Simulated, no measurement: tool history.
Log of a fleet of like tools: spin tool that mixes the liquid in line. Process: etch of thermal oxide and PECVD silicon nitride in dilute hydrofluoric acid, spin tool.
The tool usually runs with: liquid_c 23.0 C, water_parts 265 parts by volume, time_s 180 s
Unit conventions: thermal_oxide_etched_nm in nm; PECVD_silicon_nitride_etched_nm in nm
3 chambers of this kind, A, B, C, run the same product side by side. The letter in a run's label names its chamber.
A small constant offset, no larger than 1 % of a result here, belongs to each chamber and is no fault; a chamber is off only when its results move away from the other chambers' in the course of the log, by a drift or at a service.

| run | hour | liquid_c | water_parts | time_s | hours since the thermometer was replaced | hours since the hydrofluoric acid flow meter was replaced | read-back film thickness of the thermal oxide reference wafer, read on the same gauge (nm) | read-back film thickness of the PECVD silicon nitride reference wafer, read on the same gauge (nm) | thermal_oxide_etched_nm | PECVD_silicon_nitride_etched_nm |
|---|---|---|---|---|---|---|---|---|---|---|
| 1C | 8.4 | 23.0 | 265 | 180 | 1918.7 | 260.1 | 149.98 | 100.010 | 2.6605 | 1.40630 |
| 2B | 18.3 | 23.0 | 265 | 180 | 585.3 | 247.6 | 150.02 | 99.990 | 2.6900 | 1.40060 |
| 3A | 26.6 | 23.0 | 265 | 180 | 560.2 | 969.0 | 150.02 | 100.010 | 2.6424 | 1.43060 |
| 4B | 33.7 | 23.0 | 265 | 180 | 600.7 | 263.0 | 150.01 | 100.030 | 2.6587 | 1.39970 |
| 5A | 38.6 | 23.0 | 265 | 115 | 572.2 | 981.0 | 149.99 | 100.010 | 1.6742 | 0.90181 |
| 6C | 46.1 | 23.0 | 265 | 115 | 1956.4 | 297.8 | 149.96 | 99.991 | 1.7037 | 0.90729 |
| 7B | 55.8 | 23.0 | 265 | 115 | 622.8 | 285.1 | 149.96 | 99.980 | 1.6838 | 0.89943 |
| 8C | 61.6 | 23.0 | 265 | 180 | 1971.9 | 313.3 | 150.00 | 99.973 | 2.6104 | 1.42120 |
| 9A | 70.3 | 23.0 | 265 | 180 | 603.9 | 1012.7 | 150.02 | 100.000 | 2.6503 | 1.36310 |
| 10B | 76.7 | 23.0 | 265 | 180 | 643.7 | 306.0 | 150.01 | 100.000 | 2.6414 | 1.38620 |
| 11C | 82.8 | 23.0 | 265 | 180 | 1993.1 | 334.5 | 149.99 | 99.981 | 2.6728 | 1.38510 |
| 12A | 91.5 | 19.5 | 265 | 285 | 625.1 | 1033.9 | 150.05 | 99.976 | 3.6468 | 1.77340 |
| 13C | 98.7 | 19.5 | 265 | 285 | 2009.0 | 350.4 | 150.00 | 100.010 | 3.6988 | 1.81710 |
| 14A | 105.7 | 19.5 | 265 | 285 | 639.3 | 1048.1 | 149.99 | 99.990 | 3.7380 | 1.73810 |
| 15B | 111.2 | 21.0 | 370 | 180 | 678.2 | 340.5 | 149.99 | 99.981 | 1.6153 | 0.90763 |
|  | 117.4 | chamber C: thermometer replaced |
| 16C | 118.1 | 21.0 | 370 | 180 | 0.8 | 369.8 | 149.98 | 99.993 | 1.6316 | 0.90025 |
| 17B | 125.2 | 21.0 | 370 | 180 | 692.2 | 354.5 | 150.00 | 99.972 | 1.6210 | 0.90669 |
| 18A | 133.3 | 23.0 | 325 | 180 | 666.9 | 1075.7 | 149.97 | 100.010 | 2.0496 | 1.11990 |
| 19A | 139.1 | 23.0 | 325 | 180 | 672.7 | 1081.5 | 150.05 | 99.993 | 2.0653 | 1.16910 |
| 20C | 148.4 | 23.0 | 325 | 180 | 31.1 | 400.1 | 150.02 | 100.010 | 2.0405 | 1.13770 |
| 21B | 154.3 | 23.0 | 265 | 180 | 721.3 | 383.6 | 149.99 | 100.010 | 2.7340 | 1.43930 |
| 22B | 159.4 | 23.0 | 265 | 180 | 726.4 | 388.7 | 149.98 | 99.978 | 2.7142 | 1.43960 |
| 23A | 164.8 | 23.0 | 265 | 180 | 698.4 | 1107.2 | 150.01 | 99.987 | 2.6216 | 1.36170 |
| 24C | 170.2 | 23.0 | 265 | 180 | 52.9 | 421.9 | 149.96 | 99.999 | 2.6454 | 1.39600 |
| 25B | 178.9 | 23.0 | 265 | 180 | 745.9 | 408.2 | 150.00 | 100.010 | 2.7630 | 1.43920 |
| 26C | 184.5 | 23.0 | 265 | 180 | 67.2 | 436.2 | 150.00 | 100.020 | 2.6673 | 1.39460 |
| 27A | 192.8 | 23.0 | 265 | 180 | 726.4 | 1135.2 | 149.99 | 100.040 | 2.6322 | 1.39520 |
| 28A | 197.6 | 23.0 | 265 | 180 | 731.2 | 1140.0 | 149.96 | 100.010 | 2.6822 | 1.39340 |
| 29B | 205.3 | 23.0 | 265 | 180 | 772.3 | 434.6 | 149.97 | 99.979 | 2.7729 | 1.47190 |
| 30C | 210.9 | 23.0 | 155 | 180 | 93.6 | 462.6 | 149.96 | 100.030 | 5.0589 | 2.33850 |
| 31B | 216.5 | 23.0 | 155 | 180 | 783.5 | 445.8 | 150.00 | 100.020 | 5.4488 | 2.44000 |
| 32C | 222.9 | 23.0 | 155 | 180 | 105.6 | 474.6 | 150.00 | 100.020 | 5.0313 | 2.35160 |
| 33A | 229.1 | 23.0 | 265 | 180 | 762.7 | 1171.5 | 150.00 | 100.010 | 2.6082 | 1.38950 |
| 34B | 237.4 | 23.0 | 265 | 180 | 804.4 | 466.7 | 149.99 | 99.977 | 2.8217 | 1.49290 |
| 35A | 244.4 | 26.5 | 265 | 180 | 778.0 | 1186.8 | 149.99 | 99.992 | 3.0073 | 1.72120 |
| 36C | 252.0 | 26.5 | 265 | 180 | 134.7 | 503.7 | 149.99 | 100.030 | 3.0364 | 1.75200 |
| 37C | 257.5 | 26.5 | 265 | 180 | 140.2 | 509.2 | 149.99 | 100.020 | 3.0065 | 1.72150 |
| 38B | 267.2 | 23.0 | 265 | 180 | 834.2 | 496.5 | 150.01 | 99.996 | 2.8618 | 1.50230 |
| 39A | 275.6 | 23.0 | 265 | 180 | 809.2 | 1218.0 | 150.00 | 100.020 | 2.6504 | 1.41900 |

Is one chamber off against the others, does the gauge drift, or is nothing wrong? If a chamber is off, say which, and what the likeliest cause is.

One chamber, B, drifts off from the rest bit by bit.
Most likely cause: hydrofluoric acid flow above the setpoint (%) = 6.61.

Chamber B could run next with any of the 4 candidate recipes listed below; each alters the usual settings, and their results appear as question marks. Which one brings its results back in line with what the other chambers deliver on the usual settings?
In line here means within this much of the mean the other chambers give on the usual settings: thermal_oxide_etched_nm 0.0730 nm; PECVD_silicon_nitride_etched_nm 0.07400 nm
| 40B-1 | 283.0 | 23.0 | 270 | 180 |  |  |  |  | ? | ? |
| 40B-2 | 283.0 | 23.0 | 260 | 180 |  |  |  |  | ? | ? |
| 40B-3 | 283.0 | 23.0 | 275 | 175 |  |  |  |  | ? | ? |
| 40B-4 | 283.0 | 23.0 | 255 | 185 |  |  |  |  | ? | ? |

The other chambers' mean on the usual settings: thermal_oxide_etched_nm 2.6527 nm; PECVD_silicon_nitride_etched_nm 1.39810 nm
| run | thermal_oxide_etched_nm | PECVD_silicon_nitride_etched_nm |
|---|---|---|
| 40B-1 | 2.8126 | 1.46970 |
| 40B-2 | 2.9500 | 1.52600 |
| 40B-3 | 2.6715 | 1.40290 |
| 40B-4 | 3.1070 | 1.59910 |
The right change is 40B-3: it brings the chamber back within the allowed miss of the others.

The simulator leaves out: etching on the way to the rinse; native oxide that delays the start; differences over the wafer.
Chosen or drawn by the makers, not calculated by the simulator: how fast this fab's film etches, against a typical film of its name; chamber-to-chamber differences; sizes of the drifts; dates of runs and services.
